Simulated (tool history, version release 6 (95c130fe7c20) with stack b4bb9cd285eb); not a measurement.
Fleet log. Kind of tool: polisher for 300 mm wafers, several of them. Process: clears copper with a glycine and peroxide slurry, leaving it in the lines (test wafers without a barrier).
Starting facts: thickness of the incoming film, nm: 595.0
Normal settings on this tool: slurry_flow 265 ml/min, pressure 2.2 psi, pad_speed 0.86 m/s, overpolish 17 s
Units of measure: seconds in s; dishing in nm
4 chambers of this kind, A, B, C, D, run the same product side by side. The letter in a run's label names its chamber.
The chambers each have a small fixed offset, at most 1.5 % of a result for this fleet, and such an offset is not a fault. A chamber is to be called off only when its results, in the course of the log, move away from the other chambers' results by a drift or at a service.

run	hour	slurry_flow	pressure	pad_speed	overpolish	seconds	dishing
# hour 2.3: chamber A: worn pad replaced by a new one
1C	3.9	265	2.2	0.86	17	159.93	41.710
# hour 4.0: chamber C: head pressure recalibrated
# hour 4.1: chamber B: worn pad replaced by a new one
2A	10.9	265	2.2	0.86	17	155.82	42.577
3B	15.9	265	2.2	0.86	17	157.09	45.754
4D	21.1	265	2.2	0.86	17	157.06	44.306
5A	28.1	265	2.2	0.86	17	153.90	44.574
6D	31.8	265	2.2	0.86	17	155.28	44.622
7C	35.5	265	2.2	0.86	17	160.83	41.433
8B	39.7	190	2.2	0.86	8	165.74	21.070
9B	47.2	190	2.2	0.86	8	165.92	20.832
10C	54.2	190	2.2	0.86	8	165.43	21.073
11D	59.3	190	2.2	0.86	8	159.80	22.284
12A	65.6	265	2.2	1.14	17	123.79	52.186
13C	69.6	265	2.2	1.14	17	130.03	49.118
14B	75.7	265	2.2	1.14	17	126.27	52.159
15A	81.3	265	2.2	1.14	17	124.86	52.648
16D	88.6	265	2.2	0.86	17	155.70	46.295
17A	94.5	265	2.2	0.86	17	158.00	43.510
18B	101.1	265	2.2	0.86	17	157.06	44.091
# hour 103.6: chamber A: worn pad replaced by a new one
19C	105.8	265	2.2	0.86	17	158.73	43.049
20D	111.8	265	2.2	0.86	17	154.90	42.177
21B	119.5	265	2.2	0.86	17	156.48	45.641
22D	126.7	265	2.2	0.86	17	159.23	42.997
# hour 132.8: chamber C: worn pad replaced by a new one
23C	132.9	265	2.2	0.86	17	157.01	41.451
# hour 136.7: chamber D: worn pad replaced by a new one
24A	137.1	265	2.2	0.86	17	156.84	44.613
# hour 139.4: chamber C: slurry nozzle cleaned
25B	144.2	265	2.2	0.86	17	158.83	42.724
26C	149.8	265	2.2	0.86	17	157.23	44.472
27D	157.2	265	2.2	0.86	17	157.19	43.901
28A	161.9	265	2.2	0.86	17	159.39	45.135
29A	167.8	265	2.2	0.86	17	157.37	43.384

Is one chamber off against the others, does the gauge drift, or is nothing wrong? If a chamber is off, say which, and what the likeliest cause is.

Neither any chamber nor the gauge drifts; the chambers differ only by their own small, steady offsets.
